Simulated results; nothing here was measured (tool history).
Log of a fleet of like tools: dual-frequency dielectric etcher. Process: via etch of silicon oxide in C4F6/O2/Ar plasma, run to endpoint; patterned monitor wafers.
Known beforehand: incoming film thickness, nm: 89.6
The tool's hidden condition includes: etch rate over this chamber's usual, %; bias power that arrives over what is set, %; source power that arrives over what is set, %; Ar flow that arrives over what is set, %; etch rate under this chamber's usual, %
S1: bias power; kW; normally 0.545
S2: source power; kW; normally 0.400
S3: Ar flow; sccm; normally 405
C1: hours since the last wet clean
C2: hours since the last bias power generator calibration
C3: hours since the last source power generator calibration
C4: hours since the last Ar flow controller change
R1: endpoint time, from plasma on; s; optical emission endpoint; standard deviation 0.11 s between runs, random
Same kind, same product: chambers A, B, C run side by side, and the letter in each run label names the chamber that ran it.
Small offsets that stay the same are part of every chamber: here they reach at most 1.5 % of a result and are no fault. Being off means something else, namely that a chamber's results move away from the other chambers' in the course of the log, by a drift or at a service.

run	day	S1	S2	S3	C1	C2	C3	C4	R1
1B	0.362	0.545	0.400	405	312.5	2231.5	2169.8	913.7	19.559
2A	0.758	0.545	0.400	405	291.0	1871.4	667.6	2149.2	19.652
3C	1.188	0.545	0.400	405	501.1	2959.8	301.3	5612.5	19.511
4C	1.496	0.545	0.400	405	508.5	2967.2	308.7	5619.9	19.565
5A	1.896	0.441	0.400	446	318.3	1898.7	694.9	2176.5	21.575
6B	2.429	0.441	0.400	446	362.1	2281.1	2219.4	963.3	21.471
7A	2.846	0.441	0.400	446	341.1	1921.5	717.7	2199.3	21.622
8C	3.167	0.545	0.400	405	548.6	3007.3	348.8	5660.0	19.589
9B	3.421	0.545	0.400	405	385.9	2304.9	2243.2	987.1	19.735
10A	3.954	0.545	0.400	405	367.7	1948.1	744.3	2225.9	19.553
# day 4.075: chamber C: wet clean of the chamber
11C	4.288	0.639	0.400	405	5.1	3034.2	375.7	5686.9	18.544
12B	4.692	0.639	0.400	405	416.4	2335.4	2273.7	1017.6	18.648
13A	5.146	0.639	0.400	405	396.3	1976.7	772.9	2254.5	18.609
14C	5.562	0.627	0.400	311	35.7	3064.8	406.3	5717.5	17.976
15B	5.812	0.627	0.400	311	443.3	2362.3	2300.6	1044.5	18.030
16B	6.312	0.627	0.400	311	455.3	2374.3	2312.6	1056.5	18.219
17C	6.838	0.545	0.400	405	66.3	3095.4	436.9	5748.1	19.642
18A	7.254	0.545	0.400	405	446.9	2027.3	823.5	2305.1	19.679
19C	7.638	0.545	0.400	405	85.5	3114.6	456.1	5767.3	19.450
# day 7.712: chamber B: wet clean of the chamber
20B	7.979	0.480	0.440	405	6.4	2414.3	2352.6	1096.5	19.878
21A	8.467	0.480	0.440	405	476.0	2056.4	852.6	2334.2	20.112

Next, every chamber runs the same settings. What will each give?
22A	8.850	0.545	0.360	405					?
22B	8.850	0.545	0.360	405					?
22C	8.850	0.545	0.360	405					?

run	R1
22A	20.376
22B	20.618
22C	20.356
